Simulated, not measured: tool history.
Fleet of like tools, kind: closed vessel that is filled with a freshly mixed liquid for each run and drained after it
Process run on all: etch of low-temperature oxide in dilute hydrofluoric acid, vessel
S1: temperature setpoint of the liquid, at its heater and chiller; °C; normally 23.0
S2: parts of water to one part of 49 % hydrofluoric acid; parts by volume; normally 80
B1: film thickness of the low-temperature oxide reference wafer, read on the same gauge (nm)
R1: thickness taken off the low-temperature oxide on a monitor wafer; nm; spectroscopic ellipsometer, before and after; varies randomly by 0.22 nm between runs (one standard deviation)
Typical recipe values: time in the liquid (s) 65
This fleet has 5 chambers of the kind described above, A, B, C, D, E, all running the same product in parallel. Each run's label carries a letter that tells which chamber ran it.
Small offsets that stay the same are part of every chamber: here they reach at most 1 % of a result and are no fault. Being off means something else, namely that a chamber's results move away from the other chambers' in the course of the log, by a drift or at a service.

{"run": "1D", "hour": 7.0, "S1": 23.0, "S2": 80, "time in the liquid (s)": 65, "B1": 49.964, "R1": 25.239}
{"run": "2E", "hour": 11.6, "S1": 23.0, "S2": 80, "time in the liquid (s)": 65, "B1": 50.01, "R1": 25.296}
{"run": "3C", "hour": 21.9, "S1": 23.0, "S2": 80, "time in the liquid (s)": 65, "B1": 49.979, "R1": 25.638}
{"run": "4B", "hour": 27.0, "S1": 23.0, "S2": 80, "time in the liquid (s)": 65, "B1": 49.982, "R1": 25.572}
{"run": "5A", "hour": 34.2, "S1": 23.0, "S2": 80, "time in the liquid (s)": 65, "B1": 50.012, "R1": 26.075}
{"run": "6D", "hour": 40.1, "S1": 23.0, "S2": 80, "time in the liquid (s)": 65, "B1": 49.995, "R1": 26.273}
{"run": "7E", "hour": 50.1, "S1": 23.0, "S2": 80, "time in the liquid (s)": 65, "B1": 50.008, "R1": 25.588}
{"hour": 53.4, "done": "chamber A: hydrofluoric acid flow meter replaced"}
{"run": "8C", "hour": 59.2, "S1": 23.0, "S2": 80, "time in the liquid (s)": 65, "B1": 49.982, "R1": 26.043}
{"run": "9A", "hour": 64.8, "S1": 23.0, "S2": 80, "time in the liquid (s)": 65, "B1": 50.012, "R1": 25.564}
{"run": "10B", "hour": 70.3, "S1": 23.0, "S2": 80, "time in the liquid (s)": 65, "B1": 49.996, "R1": 25.399}
{"run": "11E", "hour": 78.9, "S1": 23.0, "S2": 80, "time in the liquid (s)": 85, "B1": 49.979, "R1": 33.669}
{"run": "12D", "hour": 86.8, "S1": 23.0, "S2": 80, "time in the liquid (s)": 85, "B1": 49.994, "R1": 33.731}
{"run": "13B", "hour": 95.1, "S1": 23.0, "S2": 80, "time in the liquid (s)": 85, "B1": 49.968, "R1": 33.839}
{"run": "14C", "hour": 100.3, "S1": 23.0, "S2": 80, "time in the liquid (s)": 85, "B1": 50.012, "R1": 33.787}
{"run": "15A", "hour": 109.5, "S1": 23.0, "S2": 80, "time in the liquid (s)": 85, "B1": 49.989, "R1": 33.695}
{"run": "16B", "hour": 117.9, "S1": 23.0, "S2": 80, "time in the liquid (s)": 65, "B1": 50.0, "R1": 25.571}
{"run": "17A", "hour": 122.7, "S1": 23.0, "S2": 80, "time in the liquid (s)": 85, "B1": 50.002, "R1": 33.683}
{"run": "18E", "hour": 127.3, "S1": 23.0, "S2": 80, "time in the liquid (s)": 85, "B1": 49.998, "R1": 33.623}
{"run": "19C", "hour": 137.3, "S1": 23.0, "S2": 80, "time in the liquid (s)": 85, "B1": 50.003, "R1": 33.84}
{"run": "20D", "hour": 143.0, "S1": 23.0, "S2": 80, "time in the liquid (s)": 85, "B1": 49.998, "R1": 33.549}
{"run": "21C", "hour": 152.2, "S1": 23.0, "S2": 80, "time in the liquid (s)": 85, "B1": 50.004, "R1": 33.712}
{"run": "22D", "hour": 161.4, "S1": 21.5, "S2": 80, "time in the liquid (s)": 30, "B1": 49.999, "R1": 11.199}
{"run": "23A", "hour": 170.6, "S1": 21.5, "S2": 80, "time in the liquid (s)": 30, "B1": 49.995, "R1": 11.138}
{"run": "24E", "hour": 175.2, "S1": 21.5, "S2": 80, "time in the liquid (s)": 30, "B1": 50.037, "R1": 11.172}
{"run": "25B", "hour": 180.6, "S1": 21.5, "S2": 80, "time in the liquid (s)": 30, "B1": 50.008, "R1": 11.016}
{"run": "26B", "hour": 188.2, "S1": 21.5, "S2": 80, "time in the liquid (s)": 30, "B1": 50.002, "R1": 11.053}
{"run": "27D", "hour": 193.7, "S1": 19.0, "S2": 80, "time in the liquid (s)": 30, "B1": 49.977, "R1": 10.089}
{"run": "28A", "hour": 202.9, "S1": 19.0, "S2": 80, "time in the liquid (s)": 30, "B1": 50.022, "R1": 10.025}
{"run": "29E", "hour": 208.9, "S1": 19.0, "S2": 80, "time in the liquid (s)": 30, "B1": 50.024, "R1": 9.9878}
{"run": "30C", "hour": 219.4, "S1": 19.0, "S2": 80, "time in the liquid (s)": 30, "B1": 50.015, "R1": 9.9937}
{"run": "31D", "hour": 229.3, "S1": 19.0, "S2": 80, "time in the liquid (s)": 30, "B1": 50.01, "R1": 10.077}
{"run": "32C", "hour": 237.5, "S1": 23.0, "S2": 80, "time in the liquid (s)": 65, "B1": 50.032, "R1": 25.804}
{"hour": 245.2, "done": "chamber B: hydrofluoric acid flow meter replaced"}
{"run": "33B", "hour": 246.3, "S1": 19.5, "S2": 80, "time in the liquid (s)": 100, "B1": 49.994, "R1": 33.91}
{"run": "34A", "hour": 252.6, "S1": 19.5, "S2": 80, "time in the liquid (s)": 100, "B1": 50.009, "R1": 34.417}

Next, all 5 chambers run the settings below, one line each with question marks for the results. What does each chamber give?
{"run": "35A", "hour": 260.2, "S1": 23.0, "S2": 80, "time in the liquid (s)": 65, "R1": "?"}
{"run": "35B", "hour": 260.2, "S1": 23.0, "S2": 80, "time in the liquid (s)": 65, "R1": "?"}
{"run": "35C", "hour": 260.2, "S1": 23.0, "S2": 80, "time in the liquid (s)": 65, "R1": "?"}
{"run": "35D", "hour": 260.2, "S1": 23.0, "S2": 80, "time in the liquid (s)": 65, "R1": "?"}
{"run": "35E", "hour": 260.2, "S1": 23.0, "S2": 80, "time in the liquid (s)": 65, "R1": "?"}

run=35A R1=26.0400
run=35B R1=25.8450
run=35C R1=25.4800
run=35D R1=25.8000
run=35E R1=25.9080
